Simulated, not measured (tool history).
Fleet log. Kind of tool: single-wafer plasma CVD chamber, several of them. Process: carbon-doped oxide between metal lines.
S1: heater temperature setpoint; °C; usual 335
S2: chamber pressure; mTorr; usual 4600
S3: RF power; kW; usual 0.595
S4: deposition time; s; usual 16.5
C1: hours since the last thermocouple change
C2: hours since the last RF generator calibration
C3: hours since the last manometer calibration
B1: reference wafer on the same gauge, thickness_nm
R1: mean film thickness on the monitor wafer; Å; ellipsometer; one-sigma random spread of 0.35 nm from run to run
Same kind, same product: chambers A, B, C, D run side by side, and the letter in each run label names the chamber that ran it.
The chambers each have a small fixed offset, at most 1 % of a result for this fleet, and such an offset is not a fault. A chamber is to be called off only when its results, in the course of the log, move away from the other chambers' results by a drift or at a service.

run,day,S1,S2,S3,S4,C1,C2,C3,B1,R1
1B,0.225,335,4600,0.595,16.5,1092.8,307.9,1226.1,113.78,983.1
2D,0.346,335,4600,0.595,16.5,547.3,317.6,301.6,113.87,991.55
3C,0.458,335,4600,0.595,16.5,1831.9,406.4,896.7,113.59,978.61
4A,0.617,335,4600,0.595,16.5,356.1,497.7,1503.2,113.55,974.01
5D,0.854,335,4600,0.595,16.5,559.5,329.8,313.8,113.64,983.7
6A,1.104,335,4600,0.595,16.5,367.8,509.4,1514.9,113.72,979.9
7C,1.279,335,4600,0.595,16.5,1851.6,426.1,916.4,113.7,975.3
8B,1.417,335,4600,0.595,16.5,1121.4,336.5,1254.7,113.78,989.81
9B,1.562,335,4600,0.595,16.5,1124.9,340,1258.2,113.69,990.62
10D,1.796,335,4600,0.595,16.5,582.1,352.4,336.4,113.54,987.28
11C,1.958,335,4600,0.595,16.5,1867.9,442.4,932.7,113.71,973.01
12A,2.196,335,4600,0.595,16.5,394,535.6,1541.1,113.75,979.51
13D,2.392,335,4600,0.595,16.5,596.4,366.7,350.7,113.68,984.92
14C,2.525,329,5550,0.595,16.5,1881.5,456,946.3,113.58,1016.8
15A,2.712,329,5550,0.595,16.5,406.4,548,1553.5,113.74,1027.9
16B,2.825,329,5550,0.595,16.5,1155.2,370.3,1288.5,113.71,1027.3
17D,2.979,329,5550,0.595,16.5,610.5,380.8,364.8,113.67,1032.9
18B,3.171,335,4600,0.595,16.5,1163.5,378.6,1296.8,113.65,978.75
19A,3.288,335,4600,0.595,16.5,420.2,561.8,1567.3,113.62,974.73
20C,3.508,335,4600,0.595,16.5,1905.1,479.6,969.9,113.64,949.41
21A,3.662,335,4600,0.595,16.5,429.2,570.8,1576.3,113.7,979.37
22B,3.825,335,4600,0.595,16.5,1179.2,394.3,1312.5,113.68,981.04
23C,4.017,335,4600,0.595,16.5,1917.3,491.8,982.1,113.72,940.28
24D,4.129,335,4600,0.595,16.5,638.1,408.4,392.4,113.72,993.17
25C,4.275,335,4600,0.595,16.5,1923.5,498,988.3,113.68,940.57
26D,4.492,335,4600,0.595,16.5,646.8,417.1,401.1,113.71,993.01
27B,4.717,335,4600,0.595,16.5,1200.6,415.7,1333.9,113.67,979.59
28A,4.867,335,4600,0.505,16.5,458.1,599.7,1605.2,113.79,884.65
29A,4.975,335,4600,0.505,16.5,460.7,602.3,1607.8,113.71,884.26

Read the log: is a single chamber off, either drifting away or since a service, is the gauge that measures every chamber drifting, or is nothing wrong beyond small per-chamber offsets? Name any odd chamber and what most likely caused it.

One chamber, C, drifts off from the rest bit by bit.
What lies behind it: delivered RF power below the setpoint (%) = 8.15.

Here are 4 candidates for chamber C's next run, each the usual settings with a change, their results left as question marks. Which one brings its results back in line with what the others give on the usual settings?
In-line tolerance around the mean of the other chambers on the usual settings: R1 12 Å
30C-1,5.154,335,4640,0.61,17.2,,,,,?
30C-2,5.154,352,4600,0.595,16.5,,,,,?
30C-3,5.154,336,4530,0.57,15.3,,,,,?
30C-4,5.154,331,4840,0.685,16.5,,,,,?

Average result of the remaining chambers running the usual settings: R1 982.95 Å
run,R1
30C-1,986
30C-2,883.28
30C-3,836.38
30C-4,1036.9
With 30C-1, the chamber falls back in line with the rest.
